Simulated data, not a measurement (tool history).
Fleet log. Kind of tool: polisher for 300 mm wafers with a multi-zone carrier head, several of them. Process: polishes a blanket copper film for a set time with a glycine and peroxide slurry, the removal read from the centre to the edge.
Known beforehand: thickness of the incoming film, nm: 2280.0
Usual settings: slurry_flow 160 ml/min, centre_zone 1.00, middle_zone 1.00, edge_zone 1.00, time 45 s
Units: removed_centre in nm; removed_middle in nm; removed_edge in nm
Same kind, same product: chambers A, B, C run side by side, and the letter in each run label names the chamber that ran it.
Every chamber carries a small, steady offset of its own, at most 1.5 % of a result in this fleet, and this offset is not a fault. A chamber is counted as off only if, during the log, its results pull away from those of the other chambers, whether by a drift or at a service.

| run | hour | slurry_flow | centre_zone | middle_zone | edge_zone | time | wafers polished on this pad | hours since the slurry nozzle was cleaned | hours since the centre zone pressure was calibrated | hours since the edge zone pressure was calibrated | removed_centre | removed_middle | removed_edge |
|---|---|---|---|---|---|---|---|---|---|---|---|---|---|
| 1C | 10.3 | 160 | 1.00 | 1.00 | 1.00 | 45 | 390 | 246.8 | 672.5 | 11.8 | 182.47 | 184.81 | 184.67 |
|  | 17.3 | chamber A: worn pad replaced by a new one |
| 2A | 19.1 | 160 | 1.00 | 1.00 | 1.00 | 45 | 27 | 431.9 | 116.7 | 267.7 | 180.72 | 185.11 | 184.03 |
| 3B | 27.9 | 160 | 1.00 | 1.00 | 1.00 | 45 | 419 | 58.9 | 656.3 | 372.2 | 182.89 | 186.27 | 184.21 |
|  | 33.3 | chamber C: worn pad replaced by a new one |
| 4A | 35.5 | 160 | 1.00 | 1.00 | 1.00 | 45 | 264 | 448.3 | 133.1 | 284.1 | 181.80 | 185.61 | 184.77 |
| 5B | 46.2 | 160 | 1.00 | 1.00 | 1.00 | 45 | 684 | 77.2 | 674.6 | 390.5 | 184.95 | 185.44 | 188.03 |
| 6C | 52.9 | 160 | 1.00 | 1.00 | 1.00 | 45 | 283 | 289.4 | 715.1 | 54.4 | 182.75 | 182.95 | 183.40 |
| 7A | 60.8 | 160 | 1.00 | 1.00 | 1.00 | 45 | 630 | 473.6 | 158.4 | 309.4 | 184.85 | 184.46 | 184.06 |
|  | 63.9 | chamber B: worn pad replaced by a new one |
| 8B | 69.1 | 160 | 1.00 | 1.00 | 1.00 | 45 | 75 | 100.1 | 697.5 | 413.4 | 185.91 | 185.50 | 187.36 |
| 9C | 75.9 | 160 | 1.00 | 1.10 | 0.96 | 45 | 616 | 312.4 | 738.1 | 77.4 | 185.57 | 201.91 | 183.40 |
| 10B | 83.0 | 160 | 1.00 | 1.10 | 0.96 | 45 | 276 | 114.0 | 711.4 | 427.3 | 188.39 | 200.78 | 176.39 |
|  | 89.3 | chamber C: worn pad replaced by a new one |
| 11A | 92.2 | 160 | 1.00 | 1.10 | 0.96 | 45 | 1084 | 505.0 | 189.8 | 340.8 | 179.64 | 200.19 | 178.55 |
| 12C | 102.3 | 160 | 1.00 | 1.00 | 1.00 | 45 | 189 | 338.8 | 764.5 | 103.8 | 186.35 | 184.32 | 184.35 |
| 13B | 109.5 | 160 | 1.00 | 1.00 | 1.00 | 58 | 660 | 140.5 | 737.9 | 453.8 | 237.97 | 235.70 | 241.87 |
|  | 109.7 | chamber A: worn pad replaced by a new one |
| 14A | 119.3 | 160 | 1.00 | 1.00 | 1.00 | 58 | 139 | 532.1 | 216.9 | 367.9 | 232.12 | 236.60 | 236.61 |
| 15C | 128.0 | 160 | 1.00 | 1.00 | 1.00 | 58 | 561 | 364.5 | 790.2 | 129.5 | 236.26 | 240.36 | 239.05 |
|  | 134.4 | chamber B: worn pad replaced by a new one |
| 16C | 138.9 | 160 | 1.04 | 1.00 | 1.00 | 45 | 718 | 375.4 | 801.1 | 140.4 | 190.32 | 184.88 | 183.92 |
|  | 141.7 | chamber B: edge zone pressure recalibrated |
|  | 146.9 | chamber C: worn pad replaced by a new one |
| 17A | 147.6 | 160 | 1.04 | 1.00 | 1.00 | 45 | 549 | 560.4 | 245.2 | 396.2 | 184.04 | 177.69 | 179.14 |
| 18B | 157.8 | 160 | 1.04 | 1.00 | 1.00 | 45 | 339 | 188.8 | 786.2 | 16.2 | 192.41 | 183.42 | 183.35 |
| 19C | 166.7 | 160 | 1.00 | 1.00 | 1.00 | 45 | 287 | 403.2 | 828.9 | 168.2 | 184.86 | 184.62 | 187.47 |
| 20A | 173.6 | 160 | 1.00 | 1.00 | 1.00 | 45 | 925 | 586.4 | 271.2 | 422.2 | 173.26 | 177.96 | 176.06 |
| 21B | 182.7 | 160 | 1.00 | 1.00 | 1.00 | 45 | 699 | 213.7 | 811.1 | 41.1 | 184.57 | 184.34 | 184.25 |
| 22C | 188.8 | 160 | 1.00 | 1.00 | 1.05 | 45 | 606 | 425.3 | 851.0 | 190.3 | 182.44 | 184.13 | 188.34 |
|  | 193.8 | chamber B: worn pad replaced by a new one |
| 23A | 199.2 | 160 | 1.00 | 1.00 | 1.05 | 45 | 1295 | 612.0 | 296.8 | 447.8 | 172.57 | 176.11 | 187.76 |
|  | 202.2 | chamber A: worn pad replaced by a new one |
|  | 204.6 | chamber C: slurry nozzle cleaned |
| 24B | 209.1 | 160 | 1.00 | 1.00 | 1.05 | 45 | 221 | 240.1 | 837.5 | 67.5 | 188.67 | 185.87 | 190.67 |
|  | 210.5 | chamber C: worn pad replaced by a new one |
| 25B | 218.5 | 160 | 1.08 | 0.89 | 1.00 | 45 | 357 | 249.5 | 846.9 | 76.9 | 202.94 | 165.06 | 185.29 |
| 26C | 227.7 | 160 | 1.08 | 0.89 | 1.00 | 45 | 249 | 23.2 | 889.9 | 229.2 | 202.12 | 164.96 | 181.24 |
| 27A | 233.8 | 160 | 1.08 | 0.89 | 1.00 | 45 | 457 | 646.6 | 331.4 | 482.4 | 180.51 | 155.71 | 176.60 |

Each of the 3 chambers runs these same settings next. Fill in every chamber's results:
| 28A | 241.9 | 160 | 1.00 | 1.11 | 1.00 | 45 |  |  |  |  | ? | ? | ? |
| 28B | 241.9 | 160 | 1.00 | 1.11 | 1.00 | 45 |  |  |  |  | ? | ? | ? |
| 28C | 241.9 | 160 | 1.00 | 1.11 | 1.00 | 45 |  |  |  |  | ? | ? | ? |

| run | removed_centre | removed_middle | removed_edge |
|---|---|---|---|
| 28A | 166.76 | 186.26 | 172.86 |
| 28B | 187.82 | 201.05 | 188.85 |
| 28C | 185.20 | 203.73 | 183.69 |
